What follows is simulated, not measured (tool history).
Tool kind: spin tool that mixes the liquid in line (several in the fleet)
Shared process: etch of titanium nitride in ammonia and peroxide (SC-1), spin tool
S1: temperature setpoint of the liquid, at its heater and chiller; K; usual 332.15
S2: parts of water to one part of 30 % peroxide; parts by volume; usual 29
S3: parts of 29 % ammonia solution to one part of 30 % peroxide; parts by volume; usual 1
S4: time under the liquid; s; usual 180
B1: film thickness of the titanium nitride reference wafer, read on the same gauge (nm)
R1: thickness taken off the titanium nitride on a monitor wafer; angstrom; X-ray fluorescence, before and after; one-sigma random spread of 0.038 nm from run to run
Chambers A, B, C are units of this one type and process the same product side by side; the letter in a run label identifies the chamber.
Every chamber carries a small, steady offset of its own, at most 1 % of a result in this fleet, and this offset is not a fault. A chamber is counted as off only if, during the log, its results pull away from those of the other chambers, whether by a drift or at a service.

run   hour      S1    S2   S3   S4      B1      R1
 1C   11.7  332.15    29    1  180  119.99  124.68
 2A     20  332.15    29    1  180     120  121.96
 3B   29.8  332.15    29    1  180  120.01  123.65
 4A   42.9  332.15    29    1  180  120.01  122.54
 5C   51.3  332.15    29    1  180  120.01   123.7
 6B   61.2  332.15    29    1  180     120  123.19
 7C   71.5  332.15    29    1  180  120.02  124.13
 8A   81.4  332.15    29  0.6  180  119.99  111.12
 9B   90.9  332.15    29  0.6  180  119.99  111.99
      91.1  -- chamber B: heated supply line repaired
10A   99.8  332.15    29  0.6  180     120  112.12
11C  108.3  332.15    29    1  180  120.01  122.71
12B  122.5  332.15    29    1  180     120  122.44
13C  130.6  332.15    29    1  180  119.99  122.86
14A  140.4  332.15  20.5    1   75     120  61.519
15B  152.5  332.15  20.5    1   75     120   62.29
     153.5  -- chamber B: new drum of ammonia solution connected
16C    167  332.15  20.5    1   75  119.99  61.268
     174.9  -- chamber C: new drum of ammonia solution connected
17B  181.1  332.15    29    1  130  120.01  88.818
     183.2  -- chamber B: ammonia flow meter replaced
     185.8  -- chamber A: new drum of ammonia solution connected
18A  193.2  332.15    29    1  130     120   88.65
19C  206.4  332.15    29    1  130     120  87.109
20A  219.2  332.15    29    1  180     120  123.27
21B  232.2  332.15    29    1  180  119.99  122.74
22B  239.3  335.65    29    1  180     120  154.46
23A  252.9  335.65    29    1  180  120.02  154.19

Has any chamber moved away from the others, gradually or after a service, or does the common gauge drift, or do the chambers differ only by their own small steady offsets? State the chamber and the most likely cause if one applies.

Little by little, chamber C moves away from the other chambers.
What lies behind it: liquid colder than its thermometer reads (K) = 0.577.
Not necessarily distinguishable in this log from: temperature lost on the way to the wafer (K).

Below are 4 candidate recipes for chamber C's next run, each the usual settings with a change, their results shown as question marks. Which of them brings C's results back in line with what the other chambers give on the usual settings?
In line means no further than this from the other chambers' mean on the usual settings: R1 1.3 angstrom
24C-1  263.9  332.15    29   1  185       ?
24C-2  263.9  332.15  29.5   1  180       ?
24C-3  263.9  332.15    29   1  175       ?
24C-4  263.9  332.15  28.5   1  180       ?

Other chambers, usual settings, mean: R1 122.78 angstrom
  run      R1
24C-1  122.81
24C-2  118.35
24C-3  116.17
24C-4  120.66
It is 24C-1 that realigns the chamber with its peers.

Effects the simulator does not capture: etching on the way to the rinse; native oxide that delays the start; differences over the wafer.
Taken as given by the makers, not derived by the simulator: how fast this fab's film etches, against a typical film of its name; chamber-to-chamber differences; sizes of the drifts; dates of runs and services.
